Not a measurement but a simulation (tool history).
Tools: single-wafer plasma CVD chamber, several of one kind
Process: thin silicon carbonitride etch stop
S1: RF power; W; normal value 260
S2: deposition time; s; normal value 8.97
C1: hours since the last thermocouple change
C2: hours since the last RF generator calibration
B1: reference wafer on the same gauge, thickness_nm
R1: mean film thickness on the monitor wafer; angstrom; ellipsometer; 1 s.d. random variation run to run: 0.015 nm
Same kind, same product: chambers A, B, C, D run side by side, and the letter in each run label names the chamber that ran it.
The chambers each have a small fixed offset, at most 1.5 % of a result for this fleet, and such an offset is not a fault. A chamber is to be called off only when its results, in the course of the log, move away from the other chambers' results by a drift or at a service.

run	hour	S1	S2	C1	C2	B1	R1
1D	5.8	260	8.97	1678.8	484.9	6.3356	55.735
2A	13.3	260	8.97	677.6	363.7	6.3396	55.082
3B	23.1	260	8.97	67.4	441	6.3441	54.572
4C	34.3	260	8.97	130	475.6	6.3364	55.773
5B	41.6	260	8.97	85.9	459.5	6.339	54.906
6C	49.5	260	8.97	145.2	490.8	6.3386	55.704
7A	56.6	260	8.97	720.9	407	6.3415	55.244
8D	63.5	260	8.97	1736.5	542.6	6.34	55.856
9C	74.4	260	8.97	170.1	515.7	6.3385	55.173
10B	83.7	260	8.97	128	501.6	6.3441	54.74
11D	92.8	260	7.74	1765.8	571.9	6.3422	48.302
12A	102.1	260	7.74	766.4	452.5	6.3393	47.679
13D	109.8	260	7.74	1782.8	588.9	6.3414	48.107
14A	115.9	260	7.74	780.2	466.3	6.3386	47.77
15B	121.3	260	8.97	165.6	539.2	6.3405	54.687
16C	128.6	260	8.97	224.3	569.9	6.3362	55.108
17A	138.6	260	8.97	802.9	489	6.3426	55.483
18B	144.4	260	8.97	188.7	562.3	6.3397	54.67
19C	154.4	260	8.97	250.1	595.7	6.3375	54.736
20D	163.8	260	8.97	1836.8	642.9	6.3396	56.138
21C	175.9	260	8.97	271.6	617.2	6.3366	54.714
22A	184.3	260	8.97	848.6	534.7	6.3419	55.375
23B	194.6	300	10.02	238.9	612.5	6.342	63.68
24D	205.9	300	10.02	1878.9	685	6.3434	65.092
25A	215.8	300	10.02	880.1	566.2	6.342	64.213
26B	222.4	300	10.02	266.7	640.3	6.3418	63.717

Has any chamber moved away from the others, gradually or after a service, or does the common gauge drift, or do the chambers differ only by their own small steady offsets? State the chamber and the most likely cause if one applies.

Chamber C drifts away from the others.
Most likely cause: delivered RF power below the setpoint (%) = 7.

Chamber C could run next with any of the 4 candidate recipes listed below; each alters the usual settings, and their results appear as question marks. Which one brings its results back in line with what the other chambers deliver on the usual settings?
A result is in line if it is within this distance of the other chambers' mean on the usual settings: R1 0.54 angstrom
27C-1	231.3	260	8.82				?
27C-2	231.3	230	8.97				?
27C-3	231.3	260	9.12				?
27C-4	231.3	260	9.29				?

What the other chambers average on the usual settings: R1 55.25 angstrom
run	R1
27C-1	53.397
27C-2	52.344
27C-3	55.213
27C-4	56.243
The answer is 27C-3, which returns the chamber to within the allowed miss of the others.

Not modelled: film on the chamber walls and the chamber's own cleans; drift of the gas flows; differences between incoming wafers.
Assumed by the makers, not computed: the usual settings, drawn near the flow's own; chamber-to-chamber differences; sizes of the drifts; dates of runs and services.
